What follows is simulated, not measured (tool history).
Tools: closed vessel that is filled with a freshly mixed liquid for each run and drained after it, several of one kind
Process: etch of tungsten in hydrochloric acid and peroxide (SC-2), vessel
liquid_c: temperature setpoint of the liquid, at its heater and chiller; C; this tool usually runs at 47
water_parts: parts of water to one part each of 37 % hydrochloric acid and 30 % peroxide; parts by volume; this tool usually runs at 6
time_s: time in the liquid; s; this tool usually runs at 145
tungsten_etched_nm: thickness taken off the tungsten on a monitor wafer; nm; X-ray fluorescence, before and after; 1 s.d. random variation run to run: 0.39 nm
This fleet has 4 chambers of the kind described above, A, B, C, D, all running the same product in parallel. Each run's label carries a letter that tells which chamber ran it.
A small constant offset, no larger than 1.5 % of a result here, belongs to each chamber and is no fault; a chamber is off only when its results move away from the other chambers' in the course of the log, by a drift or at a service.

run,hour,liquid_c,water_parts,time_s,"read-back film thickness of the tungsten reference wafer, read on the same gauge (nm)",tungsten_etched_nm
1D,3.5,47,6,145,150,41.397
2C,7.1,47,6,145,150.01,40.682
3B,11.1,47,6,145,150.04,41.079
4A,15.9,47,6,145,149.98,40.228
5A,19.3,47,6,95,150.03,26.569
6B,22.3,47,6,95,149.94,27.089
7D,24.7,47,6,95,149.98,27.215
8C,27.3,47,6,95,150.02,26.867
9C,31.6,47,6,145,149.97,40.624
10D,33.7,47,6,145,149.97,41.891
11B,36.1,47,6,145,150.08,40.513
12A,38.9,47,6,145,149.97,40.571
13D,41.9,47,6,145,149.99,42.369
14B,45.3,53.5,4.5,145,150,76.115
15C,49.4,53.5,4.5,145,149.97,77.31
16A,52,53.5,4.5,145,150.01,75.739
17D,55.4,53.5,4.5,145,150.02,81.794
18A,60.2,47,6,145,149.98,40.38
19B,63.4,47,6,145,149.98,40.643
20C,67.1,37.5,6,145,150.02,20.801
21C,71.5,37.5,6,145,149.96,20.867
22B,75.2,37.5,6,145,149.99,21.144
23D,78.6,37.5,6,145,150,22.491
24A,80.7,42.5,8.5,145,149.97,22.716
25A,85.4,42.5,8.5,145,150,22.671
26B,87.5,42.5,8.5,145,150.02,22.936
27D,90.6,42.5,8.5,145,150,25.383
28C,93.7,47,6,145,149.95,40.44
29B,97,47,6,145,149.97,40.553
30A,100.8,47,6,145,150.05,40.788
31D,104.4,47,6,145,149.93,45.427
32C,108.8,47,6,145,150.03,40.178
33C,112.3,47,6,145,149.93,41.311
34A,114.5,47,6,145,149.99,39.68
35B,116.8,47,6,145,150,40.599
36D,119.7,47,6,145,149.99,46.166
37D,124,47,6,145,150.03,46.575

Has any chamber moved away from the others, gradually or after a service, or does the common gauge drift, or do the chambers differ only by their own small steady offsets? State the chamber and the most likely cause if one applies.

Little by little, chamber D moves away from the other chambers.
Likeliest cause: liquid hotter than its thermometer reads (K) = 1.84.

Below are 4 candidate recipes for chamber D's next run, each the usual settings with a change, their results shown as question marks. Which of them brings D's results back in line with what the other chambers give on the usual settings?
A result is in line if it is within this distance of the other chambers' mean on the usual settings: tungsten_etched_nm 1.3 nm
38D-1,127.5,47,6,170,,?
38D-2,127.5,46,6,135,,?
38D-3,127.5,47,5.5,145,,?
38D-4,127.5,46.5,6,140,,?

On the usual settings, the other chambers give on average: tungsten_etched_nm 40.616 nm
run,tungsten_etched_nm
38D-1,55.274
38D-2,41.007
38D-3,50.263
38D-4,44.014
38D-2 puts the chamber back in line with the other chambers.
